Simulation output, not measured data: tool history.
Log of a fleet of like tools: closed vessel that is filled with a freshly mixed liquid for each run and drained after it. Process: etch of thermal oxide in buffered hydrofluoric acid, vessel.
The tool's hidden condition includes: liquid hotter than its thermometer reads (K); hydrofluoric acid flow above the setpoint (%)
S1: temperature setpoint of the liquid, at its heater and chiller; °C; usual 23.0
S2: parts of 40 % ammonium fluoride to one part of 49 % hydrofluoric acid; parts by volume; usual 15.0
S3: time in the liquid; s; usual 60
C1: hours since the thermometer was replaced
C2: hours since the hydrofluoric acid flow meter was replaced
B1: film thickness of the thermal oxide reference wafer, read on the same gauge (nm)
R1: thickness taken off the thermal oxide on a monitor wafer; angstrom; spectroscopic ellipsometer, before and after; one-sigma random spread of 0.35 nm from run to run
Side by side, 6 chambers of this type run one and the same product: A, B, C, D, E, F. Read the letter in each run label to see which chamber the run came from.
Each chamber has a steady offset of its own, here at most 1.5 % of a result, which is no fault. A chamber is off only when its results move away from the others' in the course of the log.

run   hour    S1    S2  S3      C1      C2      B1      R1
 1D   12.6  23.0  15.0  60  1445.4   635.6  69.986  461.44
 2C   23.4  23.0  15.0  60   829.0   332.2  70.000  455.44
 3F   33.3  23.0  15.0  60   254.2   414.9  70.015  456.08
 4E   44.3  23.0  15.0  60   328.6  1157.2  69.988  459.86
 5B   57.6  23.0  15.0  60   389.9   429.7  70.012  462.20
 6A   68.9  23.0  15.0  60   358.1  1557.9  70.040  457.39
 7F   81.2  23.0  15.0  60   302.1   462.8  70.011  454.06
 8A   93.8  23.0  15.0  60   383.0  1582.8  69.980  465.23
 9E  106.8  23.0  15.0  60   391.1  1219.7  70.007  453.90
10C  117.0  23.0  15.0  60   922.6   425.8  70.029  456.12
11D  128.5  23.0  15.0  60  1561.3   751.5  69.994  467.61
12B  141.2  23.0  15.0  60   473.5   513.3  69.979  461.18
13D  147.5  23.0  15.0  60  1580.3   770.5  70.010  473.49
14A  159.0  23.0  15.0  60   448.2  1648.0  70.002  460.49
15E  167.8  23.0  15.0  60   452.1  1280.7  69.976  451.53
16F  177.4  23.0  15.0  60   398.3   559.0  69.993  462.18
17B  188.5  23.0  15.0  60   520.8   560.6  69.976  461.45
18C  200.2  23.0  15.0  60  1005.8   509.0  69.991  462.66
19F  208.4  23.0  15.0  60   429.3   590.0  69.989  467.12
20D  215.3  23.0  15.0  60  1648.1   838.3  69.975  476.82
21E  227.3  23.0  15.0  60   511.6  1340.2  70.001  452.13
22A  233.3  23.0  15.0  60   522.5  1722.3  70.009  466.89
23C  242.7  23.0  15.0  60  1048.3   551.5  70.030  454.33
24B  249.4  23.0  15.0  60   581.7   621.5  69.988  458.76
25A  259.7  20.5  15.0  60   548.9  1748.7  70.009  397.17
26D  265.7  20.5  15.0  60  1698.5   888.7  69.986  421.69
27F  277.0  20.5  15.0  60   497.9   658.6  69.979  407.63
28E  288.3  20.5  15.0  60   572.6  1401.2  69.990  394.56
29B  294.8  20.5  15.0  60   627.1   666.9  69.989  397.96
30C  304.2  20.5  15.0  60  1109.8   613.0  69.979  392.76
     312.7  -- chamber C: thermometer replaced
31F  314.1  23.0  15.0  60   535.0   695.7  70.005  458.94
32B  321.9  23.0  15.0  60   654.2   694.0  70.005  459.02
33E  328.1  23.0  15.0  60   612.4  1441.0  69.986  451.32
34C  337.1  20.0  15.0  90    24.5   645.9  69.999  580.31
35A  346.3  20.0  15.0  90   635.5  1835.3  69.978  582.72
36D  354.7  20.0  15.0  90  1787.5   977.7  69.979  638.92
37E  365.8  20.0  15.0  90   650.1  1478.7  69.990  580.94
38C  374.0  20.0  15.0  90    61.4   682.8  70.006  572.20
39F  382.1  20.0  15.0  90   603.0   763.7  69.997  599.40
40A  391.6  19.0  15.0  90   680.8  1880.6  70.003  545.00
41B  403.3  19.0  15.0  90   735.6   775.4  69.991  554.47
42D  412.6  19.0  15.0  90  1845.4  1035.6  69.991  607.61
     421.4  -- chamber E: thermometer replaced
43E  425.2  19.0  15.0  90     3.8  1538.1  70.002  546.51

Predict what each chamber gives when all 6 of them run the settings below next.
44A  435.0  23.0  18.5  60               ?
44B  435.0  23.0  18.5  60               ?
44C  435.0  23.0  18.5  60               ?
44D  435.0  23.0  18.5  60               ?
44E  435.0  23.0  18.5  60               ?
44F  435.0  23.0  18.5  60               ?

run      R1
44A  375.35
44B  372.01
44C  370.36
44D  412.67
44E  373.78
44F  370.87
